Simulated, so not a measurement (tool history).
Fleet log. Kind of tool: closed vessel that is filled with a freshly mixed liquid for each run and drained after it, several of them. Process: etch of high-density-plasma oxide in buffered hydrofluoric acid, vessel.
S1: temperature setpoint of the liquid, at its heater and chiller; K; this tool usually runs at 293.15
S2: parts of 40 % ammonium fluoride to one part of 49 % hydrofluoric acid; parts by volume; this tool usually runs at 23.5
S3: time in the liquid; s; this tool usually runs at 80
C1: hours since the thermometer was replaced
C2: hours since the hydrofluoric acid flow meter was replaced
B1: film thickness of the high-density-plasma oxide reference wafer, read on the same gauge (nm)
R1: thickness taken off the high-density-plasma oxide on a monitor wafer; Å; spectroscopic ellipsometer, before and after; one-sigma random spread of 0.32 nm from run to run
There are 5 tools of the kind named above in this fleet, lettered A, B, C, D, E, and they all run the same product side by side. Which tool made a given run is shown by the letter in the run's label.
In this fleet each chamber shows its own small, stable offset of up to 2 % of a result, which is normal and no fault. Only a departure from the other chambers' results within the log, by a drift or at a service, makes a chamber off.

| run | hour | S1 | S2 | S3 | C1 | C2 | B1 | R1 |
|---|---|---|---|---|---|---|---|---|
| 1B | 2.5 | 293.15 | 23.5 | 80 | 45.7 | 1095.6 | 29.984 | 366.19 |
| 2E | 5.6 | 293.15 | 23.5 | 80 | 1009.3 | 1434 | 30.013 | 364.36 |
| 3A | 8.5 | 293.15 | 23.5 | 80 | 717.4 | 1398.9 | 30.038 | 366.35 |
| 4D | 10.7 | 293.15 | 23.5 | 80 | 1023.1 | 930 | 29.972 | 357 |
| 5C | 13.1 | 293.15 | 23.5 | 80 | 238.2 | 1390.9 | 29.993 | 359.5 |
| 6E | 15.8 | 293.15 | 23.5 | 80 | 1019.5 | 1444.2 | 30.014 | 367.15 |
| 7D | 19.7 | 293.15 | 23.5 | 80 | 1032.1 | 939 | 30.012 | 361.79 |
| 8B | 23.4 | 293.15 | 23.5 | 80 | 66.6 | 1116.5 | 30.013 | 367.81 |
| 9C | 27.1 | 293.15 | 23.5 | 80 | 252.2 | 1404.9 | 30.003 | 355.81 |
| 10A | 31.1 | 293.15 | 23.5 | 115 | 740 | 1421.5 | 29.963 | 520.5 |
| 11A | 35.7 | 293.15 | 23.5 | 115 | 744.6 | 1426.1 | 29.99 | 522.25 |
|  | 39.6 | chamber C: hydrofluoric acid flow meter replaced |
| 12B | 40.6 | 293.15 | 23.5 | 115 | 83.8 | 1133.7 | 29.997 | 528.42 |
| 13E | 45.2 | 293.15 | 23.5 | 115 | 1048.9 | 1473.6 | 30.02 | 527.72 |
| 14C | 49.8 | 293.15 | 23.5 | 115 | 274.9 | 10.3 | 29.94 | 514.31 |
| 15D | 53.4 | 291.15 | 19.5 | 80 | 1065.8 | 972.7 | 29.956 | 368.16 |
| 16E | 56.6 | 291.15 | 19.5 | 80 | 1060.3 | 1485 | 29.992 | 374.68 |
| 17B | 59.9 | 291.15 | 19.5 | 80 | 103.1 | 1153 | 30.004 | 385.18 |
| 18D | 63.7 | 291.15 | 19.5 | 80 | 1076.1 | 983 | 29.952 | 369.15 |
| 19C | 67.6 | 291.15 | 19.5 | 80 | 292.7 | 28.1 | 30.013 | 365.31 |
| 20A | 70.4 | 293.15 | 23.5 | 80 | 779.3 | 1460.8 | 29.974 | 366.01 |
| 21E | 74.3 | 293.15 | 23.5 | 80 | 1078 | 1502.7 | 30.057 | 371.58 |
| 22D | 76.7 | 293.15 | 23.5 | 80 | 1089.1 | 996 | 29.985 | 355.03 |
| 23A | 79.2 | 293.15 | 23.5 | 80 | 788.1 | 1469.6 | 30.023 | 364.43 |
| 24B | 81.7 | 293.15 | 23.5 | 80 | 124.9 | 1174.8 | 29.992 | 374.21 |
| 25C | 85.2 | 293.15 | 23.5 | 80 | 310.3 | 45.7 | 30.039 | 357 |
| 26B | 89.2 | 293.15 | 23.5 | 80 | 132.4 | 1182.3 | 30.001 | 371.72 |
| 27C | 94 | 293.15 | 15 | 40 | 319.1 | 54.5 | 29.976 | 262.36 |
| 28D | 98.4 | 293.15 | 15 | 40 | 1110.8 | 1017.7 | 29.978 | 269.91 |
| 29A | 102 | 293.15 | 15 | 40 | 810.9 | 1492.4 | 30.016 | 267.02 |
| 30E | 106.3 | 293.15 | 15 | 40 | 1110 | 1534.7 | 30.003 | 274.19 |
|  | 107 | chamber E: hydrofluoric acid flow meter replaced |
| 31A | 109.4 | 293.15 | 15 | 40 | 818.3 | 1499.8 | 30.01 | 269.89 |
| 32E | 114.3 | 293.15 | 23.5 | 80 | 1118 | 7.4 | 29.971 | 366.18 |
| 33D | 117.1 | 293.15 | 23.5 | 80 | 1129.5 | 1036.4 | 29.989 | 356.37 |
| 34C | 121.9 | 293.15 | 23.5 | 80 | 347 | 82.4 | 30.028 | 355.06 |

The same settings go to every chamber for the next run, one line per chamber below. Forecast the results for each:
| 35A | 125.5 | 293.15 | 23.5 | 80 |  |  |  | ? |
| 35B | 125.5 | 293.15 | 23.5 | 80 |  |  |  | ? |
| 35C | 125.5 | 293.15 | 23.5 | 80 |  |  |  | ? |
| 35D | 125.5 | 293.15 | 23.5 | 80 |  |  |  | ? |
| 35E | 125.5 | 293.15 | 23.5 | 80 |  |  |  | ? |

| run | R1 |
|---|---|
| 35A | 362.43 |
| 35B | 381.77 |
| 35C | 360.16 |
| 35D | 356.14 |
| 35E | 364.69 |
